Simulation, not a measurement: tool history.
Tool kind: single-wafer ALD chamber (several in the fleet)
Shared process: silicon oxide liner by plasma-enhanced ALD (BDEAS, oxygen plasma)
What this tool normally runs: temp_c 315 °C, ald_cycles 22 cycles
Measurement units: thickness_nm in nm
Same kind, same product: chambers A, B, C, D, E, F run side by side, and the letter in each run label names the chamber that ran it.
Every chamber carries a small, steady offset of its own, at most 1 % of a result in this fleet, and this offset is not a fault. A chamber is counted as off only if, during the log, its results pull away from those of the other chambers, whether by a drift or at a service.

run	hour	temp_c	ald_cycles	hours since the last thermocouple change	read-back reference wafer on the same gauge, thickness_nm	thickness_nm
1E	8.1	315	22	2316.5	2.3190	2.0031
2B	15.9	315	22	1695.0	2.3188	1.9872
3F	26.5	315	22	591.0	2.3204	1.9849
4D	34.3	315	22	294.0	2.3191	2.0117
5A	40.4	300	18	962.3	2.3195	1.6880
6C	46.8	300	18	293.5	2.3209	1.6822
7E	52.9	300	18	2361.3	2.3204	1.6628
8A	58.8	300	18	980.7	2.3205	1.6868
9D	68.0	300	18	327.7	2.3199	1.6858
10C	74.6	300	18	321.3	2.3211	1.6761
11B	84.9	301	18	1764.0	2.3193	1.6504
12F	93.6	301	18	658.1	2.3203	1.6673
13D	101.6	301	18	361.3	2.3211	1.6799
14F	112.3	301	18	676.8	2.3193	1.6737
15C	117.6	301	18	364.3	2.3212	1.6886
16B	122.9	301	18	1802.0	2.3205	1.6502
17A	130.5	315	22	1052.4	2.3206	2.0361
18E	136.7	315	22	2445.1	2.3194	1.9962
19B	144.0	315	22	1823.1	2.3186	1.9864
20E	153.0	315	22	2461.4	2.3204	2.0007
21A	158.2	315	22	1080.1	2.3212	2.0181
22D	168.3	302	22	428.0	2.3201	2.0475
23C	174.9	302	22	421.6	2.3211	2.0526
24F	182.3	302	22	746.8	2.3199	2.0347
25F	189.5	302	22	754.0	2.3203	2.0385
26E	197.6	302	22	2506.0	2.3200	2.0399
27C	206.1	302	22	452.8	2.3191	2.0546
28D	214.0	315	22	473.7	2.3199	2.0153
29B	219.5	315	22	1898.6	2.3210	1.9938
30A	228.5	315	22	1150.4	2.3206	2.0180
31E	234.8	315	22	2543.2	2.3209	2.0030
32B	241.5	315	22	1920.6	2.3205	1.9968
33C	252.6	315	22	499.3	2.3216	2.0051
34D	258.7	315	22	518.4	2.3211	2.0101
35F	265.5	315	22	830.0	2.3197	1.9774
36A	273.0	315	22	1194.9	2.3186	2.0192
37C	282.8	315	22	529.5	2.3213	1.9912
38B	289.1	315	22	1968.2	2.3189	1.9869
39E	298.8	315	22	2607.2	2.3203	2.0099
40D	309.6	315	22	569.3	2.3198	2.0171
41F	319.4	315	22	883.9	2.3179	1.9905
42A	328.6	315	18	1250.5	2.3215	1.6544
43D	338.4	315	18	598.1	2.3209	1.6396

One chamber off, gauge drift, or nothing amiss beyond the chambers' own small offsets? If it is a chamber, which one, and what is the likeliest cause?

All chambers stay in line apart from their small fixed offsets, and the gauge does not drift.
